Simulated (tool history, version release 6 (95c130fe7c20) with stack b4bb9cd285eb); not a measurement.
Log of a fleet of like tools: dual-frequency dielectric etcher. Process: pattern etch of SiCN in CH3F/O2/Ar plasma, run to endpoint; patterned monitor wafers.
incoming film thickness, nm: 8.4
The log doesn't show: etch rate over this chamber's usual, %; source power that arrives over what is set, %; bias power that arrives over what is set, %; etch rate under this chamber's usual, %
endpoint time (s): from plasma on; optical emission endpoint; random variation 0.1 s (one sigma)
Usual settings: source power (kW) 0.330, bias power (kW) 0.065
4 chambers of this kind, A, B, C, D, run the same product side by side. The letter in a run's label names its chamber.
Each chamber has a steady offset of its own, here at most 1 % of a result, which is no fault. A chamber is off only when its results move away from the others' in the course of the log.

| run | day | source power (kW) | bias power (kW) | hours since the last wet clean | hours since the last source power generator calibration | hours since the last bias power generator calibration | endpoint time (s) |
|---|---|---|---|---|---|---|---|
| 1A | 0.396 | 0.330 | 0.065 | 447.6 | 1508.7 | 4085.0 | 24.814 |
|  | 0.683 | chamber B: wet clean of the chamber |
| 2C | 0.796 | 0.330 | 0.065 | 183.8 | 791.4 | 3618.5 | 24.869 |
| 3B | 1.071 | 0.330 | 0.065 | 9.3 | 328.0 | 1900.5 | 25.054 |
| 4D | 1.425 | 0.330 | 0.065 | 263.3 | 2441.5 | 110.8 | 24.853 |
| 5A | 1.750 | 0.330 | 0.065 | 480.1 | 1541.2 | 4117.5 | 24.803 |
| 6D | 1.988 | 0.330 | 0.065 | 276.8 | 2455.0 | 124.3 | 24.766 |
|  | 2.354 | chamber A: wet clean of the chamber |
| 7B | 2.375 | 0.330 | 0.065 | 40.6 | 359.3 | 1931.8 | 25.049 |
| 8C | 2.675 | 0.330 | 0.065 | 228.9 | 836.5 | 3663.6 | 24.814 |
| 9D | 3.021 | 0.330 | 0.065 | 301.6 | 2479.8 | 149.1 | 24.960 |
|  | 3.221 | chamber A: bias power generator calibrated |
| 10B | 3.371 | 0.330 | 0.065 | 64.5 | 383.2 | 1955.7 | 24.945 |
| 11C | 3.633 | 0.330 | 0.065 | 251.9 | 859.5 | 3686.6 | 24.985 |
| 12A | 3.862 | 0.290 | 0.054 | 36.3 | 1591.9 | 15.5 | 27.731 |
| 13C | 4.083 | 0.290 | 0.054 | 262.7 | 870.3 | 3697.4 | 28.133 |
| 14D | 4.446 | 0.290 | 0.054 | 335.8 | 2514.0 | 183.3 | 27.771 |
| 15B | 4.812 | 0.290 | 0.054 | 99.1 | 417.8 | 1990.3 | 28.181 |
| 16A | 5.104 | 0.390 | 0.071 | 66.1 | 1621.7 | 45.3 | 22.495 |
| 17D | 5.400 | 0.390 | 0.071 | 358.7 | 2536.9 | 206.2 | 22.754 |
| 18B | 5.775 | 0.390 | 0.071 | 122.2 | 440.9 | 2013.4 | 22.872 |
| 19C | 6.050 | 0.390 | 0.071 | 309.9 | 917.5 | 3744.6 | 23.131 |
| 20A | 6.308 | 0.330 | 0.080 | 95.0 | 1650.6 | 74.2 | 22.947 |
| 21D | 6.633 | 0.330 | 0.080 | 388.3 | 2566.5 | 235.8 | 22.965 |
| 22B | 7.029 | 0.330 | 0.080 | 152.3 | 471.0 | 2043.5 | 23.079 |
| 23C | 7.271 | 0.330 | 0.080 | 339.2 | 946.8 | 3773.9 | 23.384 |
| 24A | 7.550 | 0.330 | 0.065 | 124.8 | 1680.4 | 104.0 | 24.713 |
| 25C | 7.796 | 0.330 | 0.065 | 351.8 | 959.4 | 3786.5 | 25.460 |
| 26B | 8.050 | 0.330 | 0.065 | 176.8 | 495.5 | 2068.0 | 24.870 |
| 27D | 8.225 | 0.330 | 0.065 | 426.5 | 2604.7 | 274.0 | 24.898 |
| 28A | 8.546 | 0.330 | 0.065 | 148.7 | 1704.3 | 127.9 | 24.715 |
|  | 8.712 | chamber D: wet clean of the chamber |
| 29B | 8.771 | 0.330 | 0.065 | 194.1 | 512.8 | 2085.3 | 25.052 |
| 30C | 9.083 | 0.330 | 0.065 | 382.7 | 990.3 | 3817.4 | 25.690 |
| 31D | 9.408 | 0.330 | 0.065 | 16.8 | 2633.1 | 302.4 | 25.035 |
| 32A | 9.796 | 0.330 | 0.065 | 178.7 | 1734.3 | 157.9 | 24.662 |

What goes on in this fleet: one chamber off, a drifting gauge, or nothing beyond the chambers' own small offsets? Name the chamber and the cause, if any.

Chamber C drifts away from the others.
Cause: etch rate under this chamber's usual, % = 3.28.

Here are 4 candidates for chamber C's next run, each the usual settings with a change, their results left as question marks. Which one brings its results back in line with what the others give on the usual settings?
In line means no further than this from the other chambers' mean on the usual settings: endpoint time (s) 0.360
| 33C-1 | 10.083 | 0.330 | 0.071 |  |  |  | ? |
| 33C-2 | 10.083 | 0.330 | 0.066 |  |  |  | ? |
| 33C-3 | 10.083 | 0.330 | 0.064 |  |  |  | ? |
| 33C-4 | 10.083 | 0.330 | 0.059 |  |  |  | ? |

The other chambers' mean on the usual settings: endpoint time (s) 24.892
| run | endpoint time (s) |
|---|---|
| 33C-1 | 24.900 |
| 33C-2 | 25.561 |
| 33C-3 | 25.842 |
| 33C-4 | 26.590 |
33C-1 brings the chamber back in line.

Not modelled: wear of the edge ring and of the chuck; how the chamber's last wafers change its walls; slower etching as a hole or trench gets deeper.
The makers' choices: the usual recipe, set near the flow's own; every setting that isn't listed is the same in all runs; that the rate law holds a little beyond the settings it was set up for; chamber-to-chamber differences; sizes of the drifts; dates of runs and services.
